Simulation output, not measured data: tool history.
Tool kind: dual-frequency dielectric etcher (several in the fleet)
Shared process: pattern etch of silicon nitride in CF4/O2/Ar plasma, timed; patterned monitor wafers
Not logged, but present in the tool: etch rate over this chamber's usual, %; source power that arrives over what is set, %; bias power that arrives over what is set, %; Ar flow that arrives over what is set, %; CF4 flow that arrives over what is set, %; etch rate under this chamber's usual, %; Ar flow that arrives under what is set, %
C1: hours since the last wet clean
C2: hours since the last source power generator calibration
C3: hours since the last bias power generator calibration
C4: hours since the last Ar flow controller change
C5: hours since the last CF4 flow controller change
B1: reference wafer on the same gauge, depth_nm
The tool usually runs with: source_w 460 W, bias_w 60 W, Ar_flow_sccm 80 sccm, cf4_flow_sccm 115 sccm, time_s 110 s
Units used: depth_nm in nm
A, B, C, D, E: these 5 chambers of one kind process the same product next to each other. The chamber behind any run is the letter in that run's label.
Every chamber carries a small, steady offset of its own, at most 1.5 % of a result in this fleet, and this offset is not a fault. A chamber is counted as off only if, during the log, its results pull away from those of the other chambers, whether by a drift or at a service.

run 1A hour=11.8 | source_w=460 bias_w=60 Ar_flow_sccm=80 cf4_flow_sccm=115 time_s=110 | C1=86 C2=330.6 C3=2333 C4=3084.7 C5=2695.5 | B1=180.17 | depth_nm=211.36
run 2C hour=20.9 | source_w=460 bias_w=60 Ar_flow_sccm=80 cf4_flow_sccm=115 time_s=110 | C1=436.4 C2=2831.8 C3=1780.5 C4=1624.1 C5=2698.4 | B1=180 | depth_nm=218.11
-- hour=27.8 chamber B: wet clean of the chamber
run 3B hour=27.8 | source_w=460 bias_w=60 Ar_flow_sccm=80 cf4_flow_sccm=115 time_s=110 | C1=0.1 C2=865 C3=3617.9 C4=2205.8 C5=4439.9 | B1=179.79 | depth_nm=217.25
run 4E hour=41.2 | source_w=460 bias_w=60 Ar_flow_sccm=80 cf4_flow_sccm=115 time_s=110 | C1=170.6 C2=492 C3=663.3 C4=356.2 C5=3853.9 | B1=180.24 | depth_nm=216.18
run 5D hour=54.2 | source_w=460 bias_w=60 Ar_flow_sccm=80 cf4_flow_sccm=115 time_s=110 | C1=193.5 C2=1444.9 C3=981.4 C4=5443.9 C5=2672.4 | B1=180.17 | depth_nm=215.9
run 6E hour=63.8 | source_w=460 bias_w=60 Ar_flow_sccm=80 cf4_flow_sccm=115 time_s=110 | C1=193.2 C2=514.6 C3=685.9 C4=378.8 C5=3876.5 | B1=180.15 | depth_nm=216.9
run 7A hour=72.3 | source_w=460 bias_w=60 Ar_flow_sccm=80 cf4_flow_sccm=115 time_s=110 | C1=146.5 C2=391.1 C3=2393.5 C4=3145.2 C5=2756 | B1=180.04 | depth_nm=214.93
run 8B hour=84.3 | source_w=460 bias_w=60 Ar_flow_sccm=80 cf4_flow_sccm=115 time_s=110 | C1=56.6 C2=921.5 C3=3674.4 C4=2262.3 C5=4496.4 | B1=180.02 | depth_nm=219.81
-- hour=85.6 chamber E: CF4 flow controller replaced
run 9C hour=96.7 | source_w=460 bias_w=60 Ar_flow_sccm=80 cf4_flow_sccm=115 time_s=110 | C1=512.2 C2=2907.6 C3=1856.3 C4=1699.9 C5=2774.2 | B1=179.93 | depth_nm=216.27
run 10D hour=106.4 | source_w=460 bias_w=60 Ar_flow_sccm=80 cf4_flow_sccm=115 time_s=110 | C1=245.7 C2=1497.1 C3=1033.6 C4=5496.1 C5=2724.6 | B1=179.88 | depth_nm=217.12
run 11E hour=114.4 | source_w=460 bias_w=60 Ar_flow_sccm=80 cf4_flow_sccm=115 time_s=110 | C1=243.8 C2=565.2 C3=736.5 C4=429.4 C5=28.8 | B1=180.13 | depth_nm=216.34
run 12C hour=122.7 | source_w=460 bias_w=60 Ar_flow_sccm=80 cf4_flow_sccm=115 time_s=110 | C1=538.2 C2=2933.6 C3=1882.3 C4=1725.9 C5=2800.2 | B1=179.76 | depth_nm=215.2
run 13B hour=130.7 | source_w=370 bias_w=60 Ar_flow_sccm=80 cf4_flow_sccm=115 time_s=110 | C1=103 C2=967.9 C3=3720.8 C4=2308.7 C5=4542.8 | B1=179.79 | depth_nm=180.84
run 14D hour=136.8 | source_w=370 bias_w=60 Ar_flow_sccm=80 cf4_flow_sccm=115 time_s=110 | C1=276.1 C2=1527.5 C3=1064 C4=5526.5 C5=2755 | B1=180.11 | depth_nm=177.5
run 15A hour=145 | source_w=370 bias_w=60 Ar_flow_sccm=80 cf4_flow_sccm=115 time_s=110 | C1=219.2 C2=463.8 C3=2466.2 C4=3217.9 C5=2828.7 | B1=179.98 | depth_nm=175.23
-- hour=146.3 chamber D: Ar flow controller replaced
-- hour=151.7 chamber C: wet clean of the chamber
run 16D hour=156.8 | source_w=370 bias_w=60 Ar_flow_sccm=80 cf4_flow_sccm=115 time_s=110 | C1=296.1 C2=1547.5 C3=1084 C4=10.5 C5=2775 | B1=179.9 | depth_nm=177.79
run 17B hour=169.2 | source_w=370 bias_w=60 Ar_flow_sccm=80 cf4_flow_sccm=115 time_s=110 | C1=141.5 C2=1006.4 C3=3759.3 C4=2347.2 C5=4581.3 | B1=180.08 | depth_nm=180.11
run 18C hour=180.4 | source_w=570 bias_w=60 Ar_flow_sccm=80 cf4_flow_sccm=115 time_s=110 | C1=28.8 C2=2991.3 C3=1940 C4=1783.6 C5=2857.9 | B1=179.9 | depth_nm=262.2
run 19A hour=192 | source_w=570 bias_w=60 Ar_flow_sccm=80 cf4_flow_sccm=115 time_s=110 | C1=266.2 C2=510.8 C3=2513.2 C4=3264.9 C5=2875.7 | B1=179.99 | depth_nm=256.9
run 20E hour=203.3 | source_w=570 bias_w=60 Ar_flow_sccm=80 cf4_flow_sccm=115 time_s=110 | C1=332.7 C2=654.1 C3=825.4 C4=518.3 C5=117.7 | B1=179.95 | depth_nm=260.64
run 21E hour=210.5 | source_w=570 bias_w=60 Ar_flow_sccm=80 cf4_flow_sccm=115 time_s=110 | C1=339.9 C2=661.3 C3=832.6 C4=525.5 C5=124.9 | B1=180.16 | depth_nm=262.1
-- hour=212.1 chamber D: wet clean of the chamber
run 22C hour=216.6 | source_w=570 bias_w=60 Ar_flow_sccm=80 cf4_flow_sccm=115 time_s=110 | C1=65 C2=3027.5 C3=1976.2 C4=1819.8 C5=2894.1 | B1=179.91 | depth_nm=260.07
run 23D hour=227.1 | source_w=460 bias_w=60 Ar_flow_sccm=80 cf4_flow_sccm=115 time_s=110 | C1=15.1 C2=1617.8 C3=1154.3 C4=80.8 C5=2845.3 | B1=179.86 | depth_nm=206.54
run 24B hour=234.8 | source_w=460 bias_w=60 Ar_flow_sccm=80 cf4_flow_sccm=115 time_s=110 | C1=207.1 C2=1072 C3=3824.9 C4=2412.8 C5=4646.9 | B1=180.02 | depth_nm=217.63
run 25A hour=241.2 | source_w=460 bias_w=60 Ar_flow_sccm=80 cf4_flow_sccm=115 time_s=110 | C1=315.4 C2=560 C3=2562.4 C4=3314.1 C5=2924.9 | B1=180 | depth_nm=213.93
run 26C hour=252 | source_w=460 bias_w=73 Ar_flow_sccm=80 cf4_flow_sccm=115 time_s=83 | C1=100.4 C2=3062.9 C3=2011.6 C4=1855.2 C5=2929.5 | B1=180.2 | depth_nm=178.05
run 27E hour=263 | source_w=460 bias_w=73 Ar_flow_sccm=80 cf4_flow_sccm=115 time_s=83 | C1=392.4 C2=713.8 C3=885.1 C4=578 C5=177.4 | B1=180.28 | depth_nm=176.36
run 28A hour=272.9 | source_w=460 bias_w=73 Ar_flow_sccm=80 cf4_flow_sccm=115 time_s=83 | C1=347.1 C2=591.7 C3=2594.1 C4=3345.8 C5=2956.6 | B1=180.09 | depth_nm=173.19
run 29B hour=282.9 | source_w=460 bias_w=73 Ar_flow_sccm=80 cf4_flow_sccm=115 time_s=83 | C1=255.2 C2=1120.1 C3=3873 C4=2460.9 C5=4695 | B1=179.86 | depth_nm=177.24
run 30D hour=291.4 | source_w=460 bias_w=73 Ar_flow_sccm=80 cf4_flow_sccm=115 time_s=83 | C1=79.4 C2=1682.1 C3=1218.6 C4=145.1 C5=2909.6 | B1=179.94 | depth_nm=166.81
run 31B hour=304.5 | source_w=460 bias_w=60 Ar_flow_sccm=80 cf4_flow_sccm=115 time_s=110 | C1=276.8 C2=1141.7 C3=3894.6 C4=2482.5 C5=4716.6 | B1=179.87 | depth_nm=218.68
run 32E hour=316 | source_w=460 bias_w=60 Ar_flow_sccm=80 cf4_flow_sccm=115 time_s=110 | C1=445.4 C2=766.8 C3=938.1 C4=631 C5=230.4 | B1=179.97 | depth_nm=217.18
run 33D hour=327.9 | source_w=460 bias_w=60 Ar_flow_sccm=80 cf4_flow_sccm=115 time_s=110 | C1=115.9 C2=1718.6 C3=1255.1 C4=181.6 C5=2946.1 | B1=179.99 | depth_nm=205.62
run 34A hour=334.6 | source_w=460 bias_w=70 Ar_flow_sccm=80 cf4_flow_sccm=115 time_s=110 | C1=408.8 C2=653.4 C3=2655.8 C4=3407.5 C5=3018.3 | B1=179.88 | depth_nm=226.47
run 35C hour=341.1 | source_w=460 bias_w=70 Ar_flow_sccm=80 cf4_flow_sccm=115 time_s=110 | C1=189.5 C2=3152 C3=2100.7 C4=1944.3 C5=3018.6 | B1=180.16 | depth_nm=231.47
run 36E hour=348.1 | source_w=460 bias_w=70 Ar_flow_sccm=80 cf4_flow_sccm=115 time_s=110 | C1=477.5 C2=798.9 C3=970.2 C4=663.1 C5=262.5 | B1=179.93 | depth_nm=227.26
-- hour=357.8 chamber A: wet clean of the chamber
run 37A hour=359.7 | source_w=460 bias_w=70 Ar_flow_sccm=80 cf4_flow_sccm=115 time_s=110 | C1=2 C2=678.5 C3=2680.9 C4=3432.6 C5=3043.4 | B1=180.07 | depth_nm=226.52
run 38B hour=368.9 | source_w=460 bias_w=70 Ar_flow_sccm=80 cf4_flow_sccm=115 time_s=110 | C1=341.2 C2=1206.1 C3=3959 C4=2546.9 C5=4781 | B1=179.98 | depth_nm=231.65
run 39D hour=381.7 | source_w=460 bias_w=60 Ar_flow_sccm=80 cf4_flow_sccm=115 time_s=110 | C1=169.7 C2=1772.4 C3=1308.9 C4=235.4 C5=2999.9 | B1=180.07 | depth_nm=205.34
-- hour=392.2 chamber C: bias power generator calibrated
run 40C hour=394.6 | source_w=460 bias_w=60 Ar_flow_sccm=80 cf4_flow_sccm=115 time_s=110 | C1=243 C2=3205.5 C3=2.4 C4=1997.8 C5=3072.1 | B1=180.06 | depth_nm=217.26
run 41E hour=404.3 | source_w=460 bias_w=60 Ar_flow_sccm=80 cf4_flow_sccm=115 time_s=110 | C1=533.7 C2=855.1 C3=1026.4 C4=719.3 C5=318.7 | B1=180.12 | depth_nm=217.38

One chamber off, gauge drift, or nothing amiss beyond the chambers' own small offsets? If it is a chamber, which one, and what is the likeliest cause?

After it was serviced, chamber D no longer matches the other chambers.
Most likely cause: etch rate under this chamber's usual, % = 4.76.

Which of the 4 candidates below, each the usual settings with something changed and its results left as question marks, puts chamber D back in line with what the other chambers give on the usual settings?
To be in line, a result may differ from the other chambers' mean on the usual settings by at most: depth_nm 3.6 nm
run 42D-1 hour=414 | source_w=460 bias_w=67 Ar_flow_sccm=78 cf4_flow_sccm=118 time_s=110 | depth_nm=?
run 42D-2 hour=414 | source_w=440 bias_w=59 Ar_flow_sccm=80 cf4_flow_sccm=114 time_s=110 | depth_nm=?
run 42D-3 hour=414 | source_w=460 bias_w=60 Ar_flow_sccm=80 cf4_flow_sccm=115 time_s=111.5 | depth_nm=?
run 42D-4 hour=414 | source_w=460 bias_w=60 Ar_flow_sccm=80 cf4_flow_sccm=115 time_s=108.5 | depth_nm=?

The mean the other chambers reach with the usual settings: depth_nm 215.99 nm
run=42D-1 depth_nm=215.14
run=42D-2 depth_nm=196.1
run=42D-3 depth_nm=208.21
run=42D-4 depth_nm=202.61
42D-1 brings the chamber back in line.

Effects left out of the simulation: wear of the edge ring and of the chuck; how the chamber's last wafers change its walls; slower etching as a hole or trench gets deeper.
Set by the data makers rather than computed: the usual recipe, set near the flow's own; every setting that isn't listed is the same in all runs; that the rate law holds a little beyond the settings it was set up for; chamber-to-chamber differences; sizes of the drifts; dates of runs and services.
